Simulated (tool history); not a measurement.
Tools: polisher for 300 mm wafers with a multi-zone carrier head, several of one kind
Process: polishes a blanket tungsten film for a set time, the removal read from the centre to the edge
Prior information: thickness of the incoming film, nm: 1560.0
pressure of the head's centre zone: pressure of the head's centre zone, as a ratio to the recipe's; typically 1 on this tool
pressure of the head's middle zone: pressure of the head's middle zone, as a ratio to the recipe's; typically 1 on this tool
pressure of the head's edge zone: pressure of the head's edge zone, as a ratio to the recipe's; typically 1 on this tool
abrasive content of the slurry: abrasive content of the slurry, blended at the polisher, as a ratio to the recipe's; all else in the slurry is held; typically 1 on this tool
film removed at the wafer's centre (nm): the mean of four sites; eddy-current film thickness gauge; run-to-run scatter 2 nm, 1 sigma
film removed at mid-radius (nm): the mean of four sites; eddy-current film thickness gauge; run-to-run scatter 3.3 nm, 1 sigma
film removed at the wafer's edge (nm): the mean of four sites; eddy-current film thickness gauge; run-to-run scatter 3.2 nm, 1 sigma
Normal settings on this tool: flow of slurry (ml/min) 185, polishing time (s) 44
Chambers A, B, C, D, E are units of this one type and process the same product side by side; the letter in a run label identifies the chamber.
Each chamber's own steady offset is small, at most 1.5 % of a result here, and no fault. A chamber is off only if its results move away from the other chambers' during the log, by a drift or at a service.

run   hour  flow of slurry (ml/min)  pressure of the head's centre zone  pressure of the head's middle zone  pressure of the head's edge zone  abrasive content of the slurry  polishing time (s)  film removed at the wafer's centre (nm)  film removed at mid-radius (nm)  film removed at the wafer's edge (nm)
       2.4  -- chamber A: worn pad replaced by a new one
       8.3  -- chamber C: worn pad replaced by a new one
 1A   10.2                      185                                   1                                   1                                 1                               1                  44                                   276.82                            276.9                                  281.3
 2B   20.5                      185                                   1                                   1                                 1                               1                  44                                   271.78                           273.55                                 276.42
 3D   26.3                      185                                   1                                   1                                 1                               1                  44                                   278.47                            273.8                                 280.29
 4C   34.8                      185                                   1                                   1                                 1                               1                  44                                   274.89                           274.17                                 275.71
      34.9  -- chamber B: worn pad replaced by a new one
      41.2  -- chamber D: worn pad replaced by a new one
      44.8  -- chamber C: slurry nozzle cleaned
 5E   45.6                      185                                   1                                   1                                 1                               1                  44                                   273.84                           275.53                                 272.43
 6A   55.1                      185                                   1                                   1                                 1                               1                  44                                    273.7                           280.72                                 276.43
      63.4  -- chamber E: worn pad replaced by a new one
 7D   63.5                      145                                   1                                   1                                 1                               1                  44                                   263.24                           269.61                                 268.39
 8C   70.3                      145                                   1                                   1                                 1                               1                  44                                   259.84                           261.54                                 263.55
 9B   79.6                      145                                   1                                   1                                 1                               1                  44                                   263.95                           262.22                                 267.04
      82.6  -- chamber C: worn pad replaced by a new one
      85.6  -- chamber B: centre zone pressure recalibrated
10E   87.8                      145                                   1                                   1                                 1                               1                  44                                   259.24                           262.45                                 269.69
11E   93.4                      145                                   1                                   1                                 1                               1                  44                                   264.53                           257.92                                 268.68
      98.4  -- chamber B: worn pad replaced by a new one
     102.8  -- chamber A: worn pad replaced by a new one
12C  103.9                      185                                   1                                   1                                 1                               1                  44                                   273.08                           280.05                                 275.91
     108.8  -- chamber E: centre zone pressure recalibrated
13D  109.7                      185                                1.04                                   1                                 1                            1.25                  44                                   301.82                           293.31                                 294.79
14B  118.3                      185                                1.04                                   1                                 1                            1.25                  44                                   305.17                           290.71                                  293.3
15A  123.4                      185                                1.04                                   1                                 1                            1.25                  44                                   302.32                           298.03                                 294.93
       127  -- chamber E: slurry nozzle cleaned
     132.6  -- chamber D: worn pad replaced by a new one
16B  133.1                      185                                1.04                                   1                                 1                            1.25                  44                                   300.18                           287.12                                 291.94
     139.8  -- chamber C: worn pad replaced by a new one
17E  142.4                      185                                1.04                                   1                                 1                            1.25                  44                                   283.49                           285.17                                 295.59
18A  152.1                      185                                   1                                   1                                 1                               1                  44                                   275.03                           281.95                                 273.29
       153  -- chamber E: worn pad replaced by a new one
19D  158.3                      185                                   1                                   1                                 1                               1                  44                                   274.95                           279.24                                 276.08
     160.6  -- chamber B: worn pad replaced by a new one
20C  165.7                      185                                   1                                   1                                 1                               1                  44                                   275.78                           272.92                                 280.16
21C  173.7                      185                                   1                                   1                                 1                               1                  44                                   275.64                           276.09                                 275.59
22B  182.6                      185                                   1                                   1                                 1                               1                  44                                   273.36                           269.64                                 278.06
     185.9  -- chamber D: edge zone pressure recalibrated
23E  193.7                      185                                   1                                   1                                 1                               1                  44                                   256.99                           269.84                                 279.32
     194.8  -- chamber A: worn pad replaced by a new one
     198.9  -- chamber D: slurry nozzle cleaned
24D  202.7                      185                                   1                                   1                                 1                               1                  44                                   274.41                           275.64                                 274.57
     205.5  -- chamber B: slurry nozzle cleaned
25A  209.1                      185                                   1                                   1                                 1                               1                  44                                   276.16                            286.1                                  283.5
     216.1  -- chamber C: worn pad replaced by a new one
26B  216.4                      185                                   1                                   1                                 1                               1                  44                                   280.06                            268.5                                 278.46
27A  225.7                      185                                   1                                   1                                 1                               1                  44                                   274.91                           283.49                                 277.08
     234.2  -- chamber A: centre zone pressure recalibrated
     235.2  -- chamber B: worn pad replaced by a new one
     236.2  -- chamber D: worn pad replaced by a new one
28D  236.3                      185                                   1                                   1                                 1                               1                  44                                   273.89                           274.17                                 275.28
     242.2  -- chamber E: worn pad replaced by a new one
29E  246.2                      185                                   1                                   1                                 1                            0.75                  44                                    238.6                           252.18                                 259.51
30C    256                      185                                   1                                   1                                 1                            0.75                  44                                   253.75                           251.27                                 263.08
31C  265.1                      185                                   1                                   1                                 1                            0.75                  44                                   254.53                           255.92                                 259.81
32D    271                      185                                   1                                   1                                 1                            0.75                  44                                   256.92                           257.83                                  264.5
33B  279.6                      185                                   1                                   1                                 1                            0.75                  44                                   261.82                           255.76                                 254.79
       287  -- chamber C: edge zone pressure recalibrated
34A  289.8                      185                                   1                                   1                                 1                               1                  44                                   273.69                           287.31                                 272.88
     292.4  -- chamber C: worn pad replaced by a new one
35E  298.7                      185                                   1                                   1                                 1                               1                  44                                   256.81                           275.47                                 276.93
     300.9  -- chamber B: worn pad replaced by a new one
       303  -- chamber A: worn pad replaced by a new one
36C  303.8                      185                                   1                                   1                                 1                               1                  44                                   268.36                           273.04                                 279.85
37D  310.7                      185                                   1                                   1                                 1                             1.1                  44                                   281.77                           281.16                                 277.87
38B  317.9                      185                                   1                                   1                                 1                             1.1                  44                                   281.91                           281.09                                 284.03
       319  -- chamber A: edge zone pressure recalibrated
39E    325                      185                                   1                                   1                                 1                             1.1                  44                                   262.38                           278.26                                  284.4
40A  335.7                      185                                   1                                   1                                 1                             1.1                  44                                   281.46                           282.91                                 278.03

Read the log: is a single chamber off, either drifting away or since a service, is the gauge that measures every chamber drifting, or is nothing wrong beyond small per-chamber offsets? Name any odd chamber and what most likely caused it.

Chamber E has stood off from the others ever since a service on it.
Most likely cause: centre zone's pressure below its setpoint, % = 6.66.

Here are 4 candidates for chamber E's next run, each the usual settings with a change, their results left as question marks. Which one brings its results back in line with what the others give on the usual settings?
Counts as in line when no further than this from what the other chambers average on the usual settings: film removed at the wafer's centre (nm) 7; film removed at mid-radius (nm) 12; film removed at the wafer's edge (nm) 11
41E-1  343.7                      185                                0.99                                   1                              1.01                               1                  44                                        ?                                ?                                      ?
41E-2  343.7                      190                                1.05                                   1                              0.98                               1                  44                                        ?                                ?                                      ?
41E-3  343.7                      185                                1.01                                   1                              0.99                               1                  44                                        ?                                ?                                      ?
41E-4  343.7                      180                                0.95                                   1                              1.02                               1                  44                                        ?                                ?                                      ?

On the usual settings, the other chambers give on average: film removed at the wafer's centre (nm) 274.51; film removed at mid-radius (nm) 276.26; film removed at the wafer's edge (nm) 276.48
  run  film removed at the wafer's centre (nm)  film removed at mid-radius (nm)  film removed at the wafer's edge (nm)
41E-1                                   253.34                           273.91                                  277.9
41E-2                                   271.58                           275.01                                 274.47
41E-3                                   258.99                           273.89                                 275.04
41E-4                                   240.83                           272.73                                  278.4
With 41E-2, the chamber falls back in line with the rest.
